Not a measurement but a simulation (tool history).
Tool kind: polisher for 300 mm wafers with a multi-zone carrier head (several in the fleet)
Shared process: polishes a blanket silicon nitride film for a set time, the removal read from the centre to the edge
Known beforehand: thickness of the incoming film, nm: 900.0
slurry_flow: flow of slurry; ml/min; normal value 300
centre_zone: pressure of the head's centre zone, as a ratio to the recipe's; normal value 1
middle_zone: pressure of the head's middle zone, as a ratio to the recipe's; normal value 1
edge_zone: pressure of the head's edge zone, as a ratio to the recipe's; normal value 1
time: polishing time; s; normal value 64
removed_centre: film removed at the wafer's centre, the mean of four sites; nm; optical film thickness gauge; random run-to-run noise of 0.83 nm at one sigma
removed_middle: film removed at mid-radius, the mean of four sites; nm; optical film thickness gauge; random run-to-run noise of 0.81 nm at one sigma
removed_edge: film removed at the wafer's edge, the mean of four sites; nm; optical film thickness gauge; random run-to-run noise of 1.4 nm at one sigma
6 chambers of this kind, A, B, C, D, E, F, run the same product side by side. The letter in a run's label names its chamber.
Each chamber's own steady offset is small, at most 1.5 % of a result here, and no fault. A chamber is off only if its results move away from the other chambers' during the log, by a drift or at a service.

| run | hour | slurry_flow | centre_zone | middle_zone | edge_zone | time | wafers polished on this pad | hours since the slurry nozzle was cleaned | hours since the centre zone pressure was calibrated | hours since the edge zone pressure was calibrated | removed_centre | removed_middle | removed_edge |
|---|---|---|---|---|---|---|---|---|---|---|---|---|---|
| 1B | 3.4 | 300 | 1 | 1 | 1 | 64 | 156 | 337.1 | 599.4 | 762.7 | 132.34 | 132.21 | 134.61 |
| 2D | 8.6 | 300 | 1 | 1 | 1 | 64 | 595 | 515.3 | 458.8 | 327.8 | 134.23 | 133.68 | 133.66 |
|  | 12.3 | chamber A: worn pad replaced by a new one |
| 3C | 13.1 | 300 | 1 | 1 | 1 | 64 | 793 | 26.2 | 145.1 | 813.4 | 133.69 | 134.41 | 129.59 |
| 4F | 17.4 | 300 | 1 | 1 | 1 | 64 | 226 | 102.2 | 368.6 | 851.2 | 132.06 | 132.04 | 133.7 |
|  | 18.8 | chamber F: edge zone pressure recalibrated |
| 5A | 22 | 260 | 1 | 1.12 | 1 | 64 | 126 | 534.9 | 407.2 | 645 | 132.5 | 143.64 | 130.01 |
|  | 23.7 | chamber E: worn pad replaced by a new one |
| 6E | 24.6 | 260 | 1 | 1.12 | 1 | 64 | 11 | 204.3 | 184.6 | 45.6 | 129.81 | 145.54 | 131.05 |
| 7B | 28.4 | 260 | 1 | 1.12 | 1 | 64 | 478 | 362.1 | 624.4 | 787.7 | 130.82 | 144.82 | 130.02 |
| 8C | 31.7 | 260 | 1 | 1.12 | 1 | 64 | 1033 | 44.8 | 163.7 | 832 | 131.27 | 148.44 | 128.38 |
|  | 33.1 | chamber C: worn pad replaced by a new one |
| 9F | 35 | 260 | 1 | 1.12 | 1 | 64 | 453 | 119.8 | 386.2 | 16.2 | 129.77 | 142.96 | 130.58 |
| 10E | 39.6 | 260 | 1 | 1.12 | 1 | 64 | 204 | 219.3 | 199.6 | 60.6 | 131.31 | 145.2 | 131.01 |
| 11A | 44.6 | 300 | 1 | 1 | 1 | 64 | 417 | 557.5 | 429.8 | 667.6 | 132.57 | 131.91 | 130.48 |
|  | 48.4 | chamber A: edge zone pressure recalibrated |
| 12D | 49.6 | 300 | 1 | 1 | 1 | 64 | 1123 | 556.3 | 499.8 | 368.8 | 133.92 | 132.71 | 132.43 |
| 13E | 53.4 | 300 | 1 | 1 | 1 | 64 | 382 | 233.1 | 213.4 | 74.4 | 131.98 | 133.25 | 134.43 |
| 14D | 57.3 | 300 | 1 | 1 | 1 | 64 | 1222 | 564 | 507.5 | 376.5 | 135.97 | 131.18 | 132.59 |
|  | 58.8 | chamber B: edge zone pressure recalibrated |
|  | 59.1 | chamber B: slurry nozzle cleaned |
| 15C | 60.2 | 300 | 1 | 1 | 1 | 64 | 349 | 73.3 | 192.2 | 860.5 | 133.95 | 135.1 | 129.94 |
|  | 62.5 | chamber A: worn pad replaced by a new one |
| 16B | 62.7 | 300 | 1 | 1 | 1 | 64 | 919 | 3.7 | 658.7 | 3.9 | 132.57 | 132.9 | 130.46 |
| 17F | 66.1 | 335 | 1 | 1 | 1 | 64 | 853 | 150.9 | 417.3 | 47.3 | 134.2 | 132.63 | 133.02 |
| 18A | 70.7 | 335 | 1 | 1 | 1 | 64 | 106 | 583.6 | 455.9 | 22.4 | 133.2 | 133.55 | 134.2 |
| 19F | 73.3 | 335 | 1 | 1 | 1 | 64 | 946 | 158.1 | 424.5 | 54.5 | 131.97 | 132.39 | 134.21 |
|  | 74.9 | chamber B: worn pad replaced by a new one |
| 20D | 77.6 | 335 | 1 | 1 | 1 | 64 | 1484 | 584.3 | 527.8 | 396.8 | 136.1 | 133.64 | 134.9 |
| 21B | 81.5 | 335 | 1 | 1 | 1 | 64 | 85 | 22.5 | 677.5 | 22.7 | 133.71 | 135.13 | 133.74 |
| 22C | 86.9 | 335 | 1 | 1 | 1 | 64 | 693 | 100 | 218.9 | 887.2 | 135.51 | 135.02 | 130.18 |
|  | 87.4 | chamber D: worn pad replaced by a new one |
| 23A | 89.5 | 300 | 1 | 1 | 1 | 64 | 348 | 602.4 | 474.7 | 41.2 | 132.73 | 132.58 | 133.28 |
|  | 91.9 | chamber E: worn pad replaced by a new one |
|  | 92.4 | chamber A: slurry nozzle cleaned |
|  | 92.6 | chamber F: centre zone pressure recalibrated |
| 24E | 94.1 | 300 | 1 | 1 | 1 | 64 | 29 | 273.8 | 254.1 | 115.1 | 130.03 | 131.92 | 132.84 |
| 25E | 99.8 | 245 | 1 | 1 | 1 | 47 | 102 | 279.5 | 259.8 | 120.8 | 92.755 | 94.848 | 95.803 |
|  | 100 | chamber C: worn pad replaced by a new one |
| 26F | 103.2 | 245 | 1 | 1 | 1 | 47 | 1331 | 188 | 10.7 | 84.4 | 94.156 | 94.441 | 94.58 |
| 27B | 108.7 | 245 | 1 | 1 | 1 | 47 | 436 | 49.7 | 704.7 | 49.9 | 93.997 | 95.229 | 98.603 |
| 28A | 114.5 | 245 | 1 | 1 | 1 | 47 | 670 | 22.2 | 499.7 | 66.2 | 94.655 | 94.867 | 92.906 |
|  | 114.8 | chamber F: worn pad replaced by a new one |
| 29D | 117.5 | 245 | 1 | 1 | 1 | 47 | 388 | 624.2 | 567.7 | 436.7 | 95.639 | 95.36 | 97.532 |
|  | 118.8 | chamber A: worn pad replaced by a new one |
| 30C | 120.9 | 245 | 1 | 1 | 1 | 47 | 269 | 134 | 252.9 | 921.2 | 96.042 | 96.651 | 94.622 |
| 31B | 124.4 | 400 | 1 | 1 | 1 | 44 | 638 | 65.4 | 720.4 | 65.6 | 92.766 | 92.913 | 94.325 |
| 32E | 127.8 | 400 | 1 | 1 | 1 | 44 | 463 | 307.5 | 287.8 | 148.8 | 91.295 | 94.64 | 94.649 |
| 33F | 130.9 | 400 | 1 | 1 | 1 | 44 | 207 | 215.7 | 38.4 | 112.1 | 93.059 | 93.128 | 94.305 |
| 34D | 136.5 | 400 | 1 | 1 | 1 | 44 | 633 | 643.2 | 586.7 | 455.7 | 95.257 | 93.443 | 95.324 |
| 35A | 139.3 | 400 | 1 | 1 | 1 | 44 | 264 | 47 | 524.5 | 91 | 94.422 | 93.357 | 92.906 |
| 36C | 144.1 | 400 | 1 | 1 | 1 | 44 | 568 | 157.2 | 276.1 | 944.4 | 93.887 | 95.524 | 91.269 |
| 37C | 147.5 | 300 | 1 | 1 | 1 | 64 | 612 | 160.6 | 279.5 | 947.8 | 134.44 | 135.5 | 130.45 |
|  | 149 | chamber F: slurry nozzle cleaned |
| 38D | 152.4 | 300 | 1 | 1 | 1 | 64 | 838 | 659.1 | 602.6 | 471.6 | 134.04 | 133.79 | 132.46 |
| 39A | 156.2 | 300 | 1 | 1 | 1 | 64 | 481 | 63.9 | 541.4 | 107.9 | 133.79 | 131.98 | 130.58 |
| 40F | 159.6 | 300 | 1 | 1 | 1 | 64 | 577 | 10.7 | 67.1 | 140.8 | 132.71 | 130.55 | 134.91 |

Each of the 6 chambers runs these same settings next. Fill in every chamber's results:
| 41A | 163.7 | 300 | 0.96 | 1 | 1 | 64 |  |  |  |  | ? | ? | ? |
| 41B | 163.7 | 300 | 0.96 | 1 | 1 | 64 |  |  |  |  | ? | ? | ? |
| 41C | 163.7 | 300 | 0.96 | 1 | 1 | 64 |  |  |  |  | ? | ? | ? |
| 41D | 163.7 | 300 | 0.96 | 1 | 1 | 64 |  |  |  |  | ? | ? | ? |
| 41E | 163.7 | 300 | 0.96 | 1 | 1 | 64 |  |  |  |  | ? | ? | ? |
| 41F | 163.7 | 300 | 0.96 | 1 | 1 | 64 |  |  |  |  | ? | ? | ? |

| run | removed_centre | removed_middle | removed_edge |
|---|---|---|---|
| 41A | 126.71 | 132.7 | 130.37 |
| 41B | 126.08 | 133.3 | 133.94 |
| 41C | 127.91 | 135.05 | 131.09 |
| 41D | 128.84 | 132.28 | 132.82 |
| 41E | 122.2 | 132.8 | 134.07 |
| 41F | 125.91 | 131.73 | 134.59 |
